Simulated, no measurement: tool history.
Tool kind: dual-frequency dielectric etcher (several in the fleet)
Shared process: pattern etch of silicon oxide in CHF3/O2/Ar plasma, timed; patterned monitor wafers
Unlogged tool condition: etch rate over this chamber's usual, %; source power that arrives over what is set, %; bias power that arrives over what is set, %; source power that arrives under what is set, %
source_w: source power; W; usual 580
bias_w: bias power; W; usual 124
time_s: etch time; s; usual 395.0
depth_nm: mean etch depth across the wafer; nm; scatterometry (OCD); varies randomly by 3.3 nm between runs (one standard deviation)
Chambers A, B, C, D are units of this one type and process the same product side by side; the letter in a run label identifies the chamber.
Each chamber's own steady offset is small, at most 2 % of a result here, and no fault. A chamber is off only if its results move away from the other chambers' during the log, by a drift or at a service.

| run | hour | source_w | bias_w | time_s | hours since the last wet clean | hours since the last source power generator calibration | hours since the last bias power generator calibration | read-back reference wafer on the same gauge, depth_nm | depth_nm |
|---|---|---|---|---|---|---|---|---|---|
| 1B | 6.0 | 580 | 124 | 395.0 | 490.3 | 2894.2 | 1818.4 | 781.30 | 677.96 |
| 2D | 14.8 | 580 | 124 | 395.0 | 427.7 | 127.9 | 422.4 | 780.79 | 677.97 |
| 3A | 21.2 | 580 | 124 | 395.0 | 292.9 | 4654.8 | 3531.3 | 781.50 | 688.56 |
| 4C | 27.8 | 580 | 124 | 395.0 | 158.4 | 1994.7 | 3910.8 | 780.36 | 674.51 |
|  | 28.2 | chamber B: wet clean of the chamber |
| 5B | 33.6 | 580 | 124 | 395.0 | 5.5 | 2921.8 | 1846.0 | 782.04 | 677.54 |
|  | 39.5 | chamber A: source power generator calibrated |
| 6A | 42.2 | 580 | 124 | 395.0 | 313.9 | 2.7 | 3552.3 | 780.79 | 682.21 |
| 7D | 50.1 | 580 | 124 | 395.0 | 463.0 | 163.2 | 457.7 | 780.48 | 677.03 |
| 8C | 55.9 | 580 | 124 | 395.0 | 186.5 | 2022.8 | 3938.9 | 780.74 | 679.66 |
| 9C | 62.5 | 520 | 124 | 395.0 | 193.1 | 2029.4 | 3945.5 | 780.89 | 647.90 |
|  | 69.9 | chamber B: bias power generator calibrated |
| 10B | 71.1 | 520 | 124 | 395.0 | 43.0 | 2959.3 | 1.2 | 781.49 | 649.31 |
| 11D | 77.4 | 520 | 124 | 395.0 | 490.3 | 190.5 | 485.0 | 780.47 | 649.25 |
| 12A | 87.3 | 520 | 124 | 395.0 | 359.0 | 47.8 | 3597.4 | 781.42 | 664.21 |
| 13A | 92.0 | 580 | 124 | 395.0 | 363.7 | 52.5 | 3602.1 | 781.26 | 691.41 |
| 14C | 99.5 | 580 | 124 | 395.0 | 230.1 | 2066.4 | 3982.5 | 781.80 | 674.34 |
| 15D | 108.5 | 580 | 124 | 395.0 | 521.4 | 221.6 | 516.1 | 781.02 | 685.16 |
| 16B | 116.0 | 580 | 124 | 395.0 | 87.9 | 3004.2 | 46.1 | 781.08 | 677.70 |
| 17D | 120.8 | 580 | 124 | 395.0 | 533.7 | 233.9 | 528.4 | 781.60 | 681.43 |
| 18B | 127.3 | 580 | 124 | 435.5 | 99.2 | 3015.5 | 57.4 | 781.25 | 746.24 |
| 19A | 134.9 | 580 | 124 | 435.5 | 406.6 | 95.4 | 3645.0 | 781.01 | 771.08 |
| 20C | 143.1 | 580 | 124 | 435.5 | 273.7 | 2110.0 | 4026.1 | 780.62 | 742.55 |
| 21A | 151.6 | 580 | 124 | 435.5 | 423.3 | 112.1 | 3661.7 | 780.92 | 771.58 |
|  | 153.0 | chamber D: wet clean of the chamber |
| 22C | 158.5 | 580 | 124 | 395.0 | 289.1 | 2125.4 | 4041.5 | 780.63 | 677.34 |
| 23D | 167.9 | 580 | 124 | 395.0 | 15.0 | 281.0 | 575.5 | 780.29 | 681.43 |
| 24B | 176.5 | 580 | 124 | 395.0 | 148.4 | 3064.7 | 106.6 | 782.09 | 679.45 |
| 25B | 184.6 | 580 | 124 | 395.0 | 156.5 | 3072.8 | 114.7 | 782.12 | 677.66 |
| 26A | 193.4 | 580 | 124 | 395.0 | 465.1 | 153.9 | 3703.5 | 781.04 | 713.04 |
| 27D | 202.8 | 580 | 124 | 319.5 | 49.9 | 315.9 | 610.4 | 781.10 | 548.85 |
| 28C | 207.3 | 580 | 124 | 319.5 | 337.9 | 2174.2 | 4090.3 | 780.01 | 542.89 |

What goes on in this fleet: one chamber off, a drifting gauge, or nothing beyond the chambers' own small offsets? Name the chamber and the cause, if any.

It is chamber A that slowly wanders off from its peers.
Likeliest cause: etch rate over this chamber's usual, % = 4.03.

Here are 4 candidates for chamber A's next run, each the usual settings with a change, their results left as question marks. Which one brings its results back in line with what the others give on the usual settings?
Counts as in line when no further than this from what the other chambers average on the usual settings: depth_nm 11.00 nm
| 29A-1 | 214.6 | 580 | 124 | 375.0 |  |  |  |  | ? |
| 29A-2 | 214.6 | 590 | 124 | 413.5 |  |  |  |  | ? |
| 29A-3 | 214.6 | 570 | 121 | 358.0 |  |  |  |  | ? |
| 29A-4 | 214.6 | 590 | 127 | 432.0 |  |  |  |  | ? |

The mean the other chambers reach with the usual settings: depth_nm 676.27 nm
| run | depth_nm |
|---|---|
| 29A-1 | 678.88 |
| 29A-2 | 753.53 |
| 29A-3 | 638.83 |
| 29A-4 | 793.20 |
With 29A-1, the chamber falls back in line with the rest.

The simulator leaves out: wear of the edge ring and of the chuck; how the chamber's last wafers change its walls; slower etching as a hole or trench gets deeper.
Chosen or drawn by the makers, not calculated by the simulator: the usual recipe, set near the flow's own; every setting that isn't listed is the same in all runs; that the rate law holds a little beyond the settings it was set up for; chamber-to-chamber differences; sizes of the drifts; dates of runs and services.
